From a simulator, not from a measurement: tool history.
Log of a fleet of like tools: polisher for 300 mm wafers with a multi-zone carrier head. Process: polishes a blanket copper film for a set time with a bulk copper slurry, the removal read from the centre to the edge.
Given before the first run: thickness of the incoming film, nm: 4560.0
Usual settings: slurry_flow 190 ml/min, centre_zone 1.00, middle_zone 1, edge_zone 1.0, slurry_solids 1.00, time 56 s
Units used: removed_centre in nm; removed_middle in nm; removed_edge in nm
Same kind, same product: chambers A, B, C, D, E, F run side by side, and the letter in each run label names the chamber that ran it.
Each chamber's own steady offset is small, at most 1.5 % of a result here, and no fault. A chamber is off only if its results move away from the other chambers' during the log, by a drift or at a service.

| run | hour | slurry_flow | centre_zone | middle_zone | edge_zone | slurry_solids | time | wafers polished on this pad | hours since the slurry nozzle was cleaned | hours since the centre zone pressure was calibrated | hours since the edge zone pressure was calibrated | removed_centre | removed_middle | removed_edge |
|---|---|---|---|---|---|---|---|---|---|---|---|---|---|---|
| 1C | 5.5 | 190 | 1.00 | 1 | 1.0 | 1.00 | 56 | 290 | 29.1 | 461.7 | 490.2 | 440.72 | 427.40 | 428.02 |
| 2D | 9.8 | 190 | 1.00 | 1 | 1.0 | 1.00 | 56 | 393 | 84.0 | 198.8 | 229.0 | 441.97 | 439.40 | 429.17 |
| 3A | 14.3 | 190 | 1.00 | 1 | 1.0 | 1.00 | 56 | 461 | 168.5 | 538.7 | 347.5 | 422.96 | 438.69 | 431.73 |
| 4F | 21.5 | 190 | 1.00 | 1 | 1.0 | 1.00 | 56 | 442 | 184.8 | 165.8 | 340.6 | 433.93 | 433.87 | 422.15 |
|  | 24.6 | chamber D: worn pad replaced by a new one |
| 5B | 28.7 | 240 | 1.00 | 1 | 1.0 | 1.10 | 56 | 643 | 417.7 | 669.8 | 162.5 | 445.54 | 461.29 | 446.99 |
|  | 31.3 | chamber A: worn pad replaced by a new one |
| 6E | 32.8 | 240 | 1.00 | 1 | 1.0 | 1.10 | 56 | 845 | 98.0 | 592.1 | 355.8 | 451.13 | 455.16 | 447.25 |
|  | 34.8 | chamber B: worn pad replaced by a new one |
| 7C | 38.0 | 240 | 1.00 | 1 | 1.0 | 1.10 | 56 | 657 | 61.6 | 494.2 | 522.7 | 450.76 | 447.64 | 450.00 |
| 8E | 41.7 | 240 | 1.00 | 1 | 1.0 | 1.10 | 56 | 945 | 106.9 | 601.0 | 364.7 | 453.75 | 456.82 | 440.52 |
| 9A | 45.2 | 240 | 1.00 | 1 | 1.0 | 1.10 | 56 | 157 | 199.4 | 569.6 | 378.4 | 465.52 | 455.96 | 457.01 |
|  | 47.1 | chamber F: worn pad replaced by a new one |
|  | 48.1 | chamber C: worn pad replaced by a new one |
| 10F | 49.6 | 240 | 1.00 | 1 | 1.0 | 1.10 | 56 | 29 | 212.9 | 193.9 | 368.7 | 449.68 | 461.05 | 447.74 |
| 11B | 53.1 | 155 | 1.00 | 1 | 1.0 | 1.00 | 37 | 207 | 442.1 | 694.2 | 186.9 | 268.96 | 282.41 | 276.36 |
| 12D | 58.1 | 155 | 1.00 | 1 | 1.0 | 1.00 | 37 | 377 | 132.3 | 247.1 | 277.3 | 270.51 | 272.25 | 277.90 |
| 13C | 63.1 | 155 | 1.00 | 1 | 1.0 | 1.00 | 37 | 170 | 86.7 | 519.3 | 547.8 | 275.00 | 274.21 | 277.93 |
|  | 66.1 | chamber E: worn pad replaced by a new one |
| 14B | 67.2 | 155 | 1.00 | 1 | 1.0 | 1.00 | 37 | 366 | 456.2 | 708.3 | 201.0 | 268.83 | 275.14 | 270.54 |
| 15F | 72.4 | 155 | 1.00 | 1 | 1.0 | 1.00 | 37 | 286 | 235.7 | 216.7 | 391.5 | 280.66 | 278.58 | 276.16 |
| 16E | 79.3 | 155 | 1.00 | 1 | 1.0 | 1.00 | 37 | 149 | 144.5 | 638.6 | 402.3 | 272.03 | 279.44 | 273.58 |
|  | 80.6 | chamber A: worn pad replaced by a new one |
|  | 80.9 | chamber D: worn pad replaced by a new one |
| 17D | 85.2 | 190 | 1.00 | 1 | 1.0 | 1.00 | 56 | 48 | 159.4 | 274.2 | 304.4 | 426.58 | 438.37 | 436.92 |
|  | 88.4 | chamber F: slurry nozzle cleaned |
| 18A | 89.1 | 190 | 1.00 | 1 | 1.0 | 1.00 | 56 | 96 | 243.3 | 613.5 | 422.3 | 427.95 | 427.33 | 439.41 |
| 19C | 94.5 | 190 | 1.00 | 1 | 1.0 | 1.00 | 56 | 524 | 118.1 | 550.7 | 579.2 | 427.38 | 430.27 | 425.38 |
| 20F | 98.0 | 190 | 1.00 | 1 | 1.0 | 1.00 | 56 | 575 | 9.6 | 242.3 | 417.1 | 435.69 | 435.85 | 421.78 |
| 21E | 104.7 | 190 | 1.00 | 1 | 1.0 | 1.00 | 56 | 436 | 169.9 | 664.0 | 427.7 | 431.61 | 436.85 | 436.50 |
|  | 105.9 | chamber B: worn pad replaced by a new one |
|  | 106.2 | chamber D: edge zone pressure recalibrated |
| 22D | 110.9 | 190 | 1.00 | 1 | 1.0 | 1.00 | 56 | 338 | 185.1 | 299.9 | 4.8 | 424.70 | 433.50 | 424.19 |
| 23A | 115.2 | 190 | 1.00 | 1 | 1.0 | 1.00 | 56 | 390 | 269.4 | 639.6 | 448.4 | 437.03 | 437.39 | 434.58 |
| 24B | 120.8 | 190 | 0.95 | 1 | 1.0 | 1.00 | 56 | 169 | 509.8 | 761.9 | 254.6 | 399.63 | 437.45 | 427.59 |
|  | 122.6 | chamber F: worn pad replaced by a new one |
| 25D | 125.0 | 190 | 0.95 | 1 | 1.0 | 1.00 | 56 | 497 | 199.2 | 314.0 | 18.9 | 406.67 | 435.10 | 429.65 |
|  | 126.5 | chamber D: centre zone pressure recalibrated |
| 26C | 129.3 | 190 | 0.95 | 1 | 1.0 | 1.00 | 56 | 916 | 152.9 | 585.5 | 614.0 | 391.05 | 429.38 | 428.45 |
|  | 133.5 | chamber D: worn pad replaced by a new one |
| 27B | 134.2 | 190 | 0.95 | 1 | 1.0 | 1.00 | 56 | 320 | 523.2 | 775.3 | 268.0 | 399.89 | 431.40 | 427.70 |
|  | 135.2 | chamber C: worn pad replaced by a new one |
| 28E | 137.8 | 190 | 0.95 | 1 | 1.0 | 1.00 | 56 | 809 | 203.0 | 697.1 | 460.8 | 393.64 | 430.12 | 432.38 |
|  | 140.0 | chamber A: worn pad replaced by a new one |
| 29A | 142.4 | 190 | 0.95 | 1 | 1.0 | 1.00 | 56 | 28 | 296.6 | 666.8 | 475.6 | 406.64 | 438.02 | 432.87 |
| 30F | 146.5 | 190 | 1.00 | 1 | 1.0 | 1.00 | 56 | 269 | 58.1 | 290.8 | 465.6 | 424.83 | 427.82 | 430.85 |
| 31C | 151.4 | 190 | 1.00 | 1 | 1.0 | 1.00 | 56 | 183 | 175.0 | 607.6 | 636.1 | 418.37 | 426.40 | 431.14 |
| 32D | 157.7 | 145 | 1.00 | 1 | 1.0 | 1.00 | 43 | 273 | 231.9 | 31.2 | 51.6 | 319.18 | 317.13 | 314.87 |
| 33F | 161.0 | 145 | 1.00 | 1 | 1.0 | 1.00 | 43 | 433 | 72.6 | 305.3 | 480.1 | 307.89 | 312.14 | 310.16 |
| 34B | 166.7 | 145 | 1.00 | 1 | 1.0 | 1.00 | 43 | 686 | 555.7 | 807.8 | 300.5 | 310.27 | 320.59 | 322.03 |
|  | 168.8 | chamber B: worn pad replaced by a new one |
| 35E | 172.4 | 145 | 1.00 | 1 | 1.0 | 1.00 | 43 | 1199 | 237.6 | 731.7 | 495.4 | 313.41 | 311.03 | 316.15 |
|  | 173.3 | chamber A: slurry nozzle cleaned |
| 36A | 176.9 | 145 | 1.00 | 1 | 1.0 | 1.00 | 43 | 417 | 3.7 | 701.3 | 510.1 | 314.75 | 317.28 | 322.46 |
|  | 182.5 | chamber D: worn pad replaced by a new one |
| 37D | 183.2 | 145 | 1.00 | 1 | 1.0 | 1.00 | 43 | 8 | 257.4 | 56.7 | 77.1 | 301.43 | 314.50 | 317.85 |
| 38F | 188.6 | 190 | 1.00 | 1 | 1.0 | 1.00 | 56 | 744 | 100.2 | 332.9 | 507.7 | 433.08 | 427.84 | 417.02 |
| 39B | 195.6 | 190 | 1.00 | 1 | 1.1 | 1.15 | 56 | 302 | 584.6 | 836.7 | 329.4 | 427.48 | 451.89 | 463.03 |
| 40C | 203.0 | 190 | 1.00 | 1 | 1.1 | 1.15 | 56 | 765 | 226.6 | 659.2 | 687.7 | 428.99 | 447.13 | 467.48 |

Read the log: is a single chamber off, either drifting away or since a service, is the gauge that measures every chamber drifting, or is nothing wrong beyond small per-chamber offsets? Name any odd chamber and what most likely caused it.

Neither any chamber nor the gauge drifts; the chambers differ only by their own small, steady offsets.

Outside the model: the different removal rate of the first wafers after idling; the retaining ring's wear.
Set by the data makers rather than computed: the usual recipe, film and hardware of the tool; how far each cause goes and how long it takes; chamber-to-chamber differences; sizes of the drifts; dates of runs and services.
